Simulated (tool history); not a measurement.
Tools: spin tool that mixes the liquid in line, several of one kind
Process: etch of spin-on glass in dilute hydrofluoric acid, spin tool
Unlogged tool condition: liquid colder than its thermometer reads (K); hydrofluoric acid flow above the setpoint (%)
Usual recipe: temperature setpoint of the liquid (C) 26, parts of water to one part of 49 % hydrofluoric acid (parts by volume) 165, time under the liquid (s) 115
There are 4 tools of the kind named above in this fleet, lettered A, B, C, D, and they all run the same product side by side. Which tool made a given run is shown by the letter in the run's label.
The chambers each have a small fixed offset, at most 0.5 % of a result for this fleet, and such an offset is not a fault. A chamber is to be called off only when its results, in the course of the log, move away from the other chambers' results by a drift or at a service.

run    day  temperature setpoint of the liquid (C)  parts of water to one part of 49 % hydrofluoric acid (parts by volume)  time under the liquid (s)  hours since the thermometer was replaced  hours since the hydrofluoric acid flow meter was replaced  read-back film thickness of the spin-on glass reference wafer, read on the same gauge (nm)  thickness taken off the spin-on glass on a monitor wafer (angstrom)
 1A  0.125                                      26                                                                     165                        115                                    2093.2                                                      291.6                                                                                      90.003                                                               356.31
 2C  0.304                                      26                                                                     165                        115                                       248                                                         84                                                                                      89.992                                                               354.17
 3D  0.433                                      26                                                                     165                        115                                    1199.1                                                      153.5                                                                                      90.026                                                               359.61
 4B  0.667                                      26                                                                     165                        115                                     618.7                                                       1775                                                                                      90.001                                                               360.88
 5D  0.871                                      26                                                                     165                        115                                    1209.6                                                        164                                                                                      90.037                                                               355.41
 6C  0.988                                      26                                                                     165                        115                                     264.4                                                      100.4                                                                                      89.992                                                               361.69
 7A  1.183                                      26                                                                     165                        115                                    2118.6                                                        317                                                                                       89.99                                                               356.29
 8B  1.408                                      26                                                                     165                        115                                     636.5                                                     1792.8                                                                                      90.014                                                                361.4
 9C  1.529                                      23                                                                     165                        135                                     277.4                                                      113.4                                                                                      90.016                                                               377.96
10B  1.671                                      23                                                                     165                        135                                     642.8                                                     1799.1                                                                                      89.977                                                               375.65
11A  1.846                                      23                                                                     165                        135                                    2134.5                                                      332.9                                                                                      90.019                                                               377.16
12D      2                                      23                                                                     165                        135                                    1236.7                                                      191.1                                                                                      90.013                                                               374.59
13B  2.167                                      26                                                                     165                        115                                     654.7                                                       1811                                                                                       90.01                                                               358.04
14C  2.275                                    29.5                                                                     165                        155                                     295.3                                                      131.3                                                                                      89.978                                                                545.3
15D   2.45                                    29.5                                                                     165                        155                                    1247.5                                                      201.9                                                                                      90.008                                                               556.91
16A  2.662                                    29.5                                                                     165                        155                                    2154.1                                                      352.5                                                                                      89.985                                                                551.8
17B  2.892                                    29.5                                                                     165                        155                                     672.1                                                     1828.4                                                                                      89.962                                                               544.14
18C  3.075                                      26                                                                     165                        115                                     314.5                                                      150.5                                                                                      90.005                                                               361.96
19A  3.288                                      26                                                                     165                        115                                    2169.1                                                      367.5                                                                                      89.992                                                               360.57
20D  3.404                                      26                                                                     195                         80                                    1270.4                                                      224.8                                                                                      90.012                                                               206.01
21D  3.554                                      26                                                                     195                         80                                      1274                                                      228.4                                                                                      90.027                                                                205.5
22A  3.738                                      26                                                                     195                         80                                    2179.9                                                      378.3                                                                                       90.04                                                               206.26
23B  3.862                                      26                                                                     195                         80                                     695.4                                                     1851.7                                                                                      89.978                                                               204.13
24C  3.992                                      26                                                                     165                        115                                     336.5                                                      172.5                                                                                      90.038                                                               360.68
25A  4.183                                      26                                                                     165                        115                                    2190.6                                                        389                                                                                      90.008                                                               357.87
26C  4.354                                      26                                                                     165                        115                                     345.2                                                      181.2                                                                                      90.006                                                               359.81
27B  4.517                                      26                                                                     165                        115                                     711.1                                                     1867.4                                                                                       90.01                                                               361.67

The same settings go to every chamber for the next run, one line per chamber below. Forecast the results for each:
28A  4.692                                      24                                                                     165                        115                                                                                                                                                                                                                                                                     ?
28B  4.692                                      24                                                                     165                        115                                                                                                                                                                                                                                                                     ?
28C  4.692                                      24                                                                     165                        115                                                                                                                                                                                                                                                                     ?
28D  4.692                                      24                                                                     165                        115                                                                                                                                                                                                                                                                     ?

run  thickness taken off the spin-on glass on a monitor wafer (angstrom)
28A                                                               328.19
28B                                                               331.43
28C                                                               331.15
28D                                                               335.23
